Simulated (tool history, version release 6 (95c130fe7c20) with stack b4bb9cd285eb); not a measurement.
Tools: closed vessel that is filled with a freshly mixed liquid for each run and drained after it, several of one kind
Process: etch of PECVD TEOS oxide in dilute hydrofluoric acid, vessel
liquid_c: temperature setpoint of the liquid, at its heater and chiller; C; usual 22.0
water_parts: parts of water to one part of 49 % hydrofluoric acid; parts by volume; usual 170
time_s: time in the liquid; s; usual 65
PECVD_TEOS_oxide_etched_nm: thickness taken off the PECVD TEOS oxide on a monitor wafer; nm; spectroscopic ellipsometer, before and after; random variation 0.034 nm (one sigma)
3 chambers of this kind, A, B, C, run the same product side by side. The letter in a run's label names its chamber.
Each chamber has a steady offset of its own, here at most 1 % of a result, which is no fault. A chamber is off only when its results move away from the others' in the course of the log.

run,hour,liquid_c,water_parts,time_s,hours since the thermometer was replaced,hours since the hydrofluoric acid flow meter was replaced,"read-back film thickness of the PECVD TEOS oxide reference wafer, read on the same gauge (nm)",PECVD_TEOS_oxide_etched_nm
1A,7.2,22.0,170,65,298.3,346.1,70.011,4.0355
2C,15.6,22.0,170,65,405.3,1176.9,70.021,3.9615
3B,22.8,22.0,170,65,2502.8,1152.3,70.018,4.0702
4A,31.9,22.0,170,65,323.0,370.8,69.987,4.0380
5C,41.0,22.0,170,65,430.7,1202.3,69.997,3.9720
6B,48.0,22.0,170,65,2528.0,1177.5,70.021,4.0753
7B,58.8,22.0,170,65,2538.8,1188.3,70.007,4.0224
8A,67.5,22.0,170,65,358.6,406.4,70.025,4.0260
9C,78.0,22.0,170,65,467.7,1239.3,70.006,4.0431
10A,87.3,22.0,170,65,378.4,426.2,70.018,4.0247
11C,93.6,22.0,170,65,483.3,1254.9,70.008,3.9887
12B,104.5,22.0,170,65,2584.5,1234.0,70.017,4.0570
13C,117.2,22.0,170,65,506.9,1278.5,69.989,4.0734
14A,126.5,22.0,170,65,417.6,465.4,70.007,4.0125
15B,137.1,22.0,170,65,2617.1,1266.6,69.982,4.0662
16A,149.7,22.0,170,65,440.8,488.6,70.008,3.9938
17C,155.7,22.0,170,65,545.4,1317.0,70.003,4.0634
18B,165.9,22.0,170,65,2645.9,1295.4,69.994,4.0881
19B,178.1,22.0,170,65,2658.1,1307.6,69.994,4.1112
20C,185.6,22.0,170,65,575.3,1346.9,69.999,4.0941
21A,196.4,22.0,170,65,487.5,535.3,69.997,3.9739
22B,209.2,22.0,170,65,2689.2,1338.7,70.005,4.0289
23A,219.3,26.0,170,85,510.4,558.2,69.977,6.1357
24C,227.3,26.0,170,85,617.0,1388.6,69.990,6.2813
# hour 232.3: chamber A: thermometer replaced
25A,234.8,26.0,170,85,2.6,573.7,69.988,6.0405
26B,240.8,22.0,170,65,2720.8,1370.3,69.988,4.0212
27C,252.6,22.0,170,65,642.3,1413.9,69.996,4.1481
28C,262.7,22.0,170,65,652.4,1424.0,70.004,4.0435
29A,273.9,22.0,170,65,41.7,612.8,69.987,4.0256
30B,281.2,22.0,170,65,2761.2,1410.7,69.993,4.0588
31A,290.0,22.0,170,65,57.8,628.9,70.018,4.0327
32B,297.8,22.0,170,65,2777.8,1427.3,70.007,4.0576
33C,306.7,22.0,170,65,696.4,1468.0,70.012,4.1922
34A,318.2,22.0,170,65,86.0,657.1,70.023,4.0783
# hour 318.5: chamber B: thermometer replaced
35B,324.2,22.0,170,65,5.8,1453.7,70.021,4.0357
36C,333.9,22.0,170,65,723.6,1495.2,70.003,4.2130
37B,346.6,24.5,125,65,28.2,1476.1,69.988,6.3229
# hour 351.6: chamber C: hydrofluoric acid flow meter replaced
38C,357.7,24.5,125,65,747.4,6.1,70.000,6.5434
39A,363.5,24.5,125,65,131.3,702.4,69.994,6.3383
# hour 364.6: chamber B: hydrofluoric acid flow meter replaced
40B,373.5,22.0,170,65,55.1,9.0,69.995,4.0248

What goes on in this fleet: one chamber off, a drifting gauge, or nothing beyond the chambers' own small offsets? Name the chamber and the cause, if any.

Chamber C drifts away from the others.
Cause: liquid hotter than its thermometer reads (K) = 1.79.

Here are 4 candidates for chamber C's next run, each the usual settings with a change, their results left as question marks. Which one brings its results back in line with what the others give on the usual settings?
In line means no further than this from the other chambers' mean on the usual settings: PECVD_TEOS_oxide_etched_nm 0.1200 nm
41C-1,382.7,19.0,170,65,,,,?
41C-2,382.7,22.0,165,70,,,,?
41C-3,382.7,22.0,170,70,,,,?
41C-4,382.7,22.0,180,65,,,,?

The other chambers' mean on the usual settings: PECVD_TEOS_oxide_etched_nm 4.0217 nm
run,PECVD_TEOS_oxide_etched_nm
41C-1,3.8010
41C-2,4.7504
41C-3,4.5858
41C-4,3.9790
41C-4 brings the chamber back in line.

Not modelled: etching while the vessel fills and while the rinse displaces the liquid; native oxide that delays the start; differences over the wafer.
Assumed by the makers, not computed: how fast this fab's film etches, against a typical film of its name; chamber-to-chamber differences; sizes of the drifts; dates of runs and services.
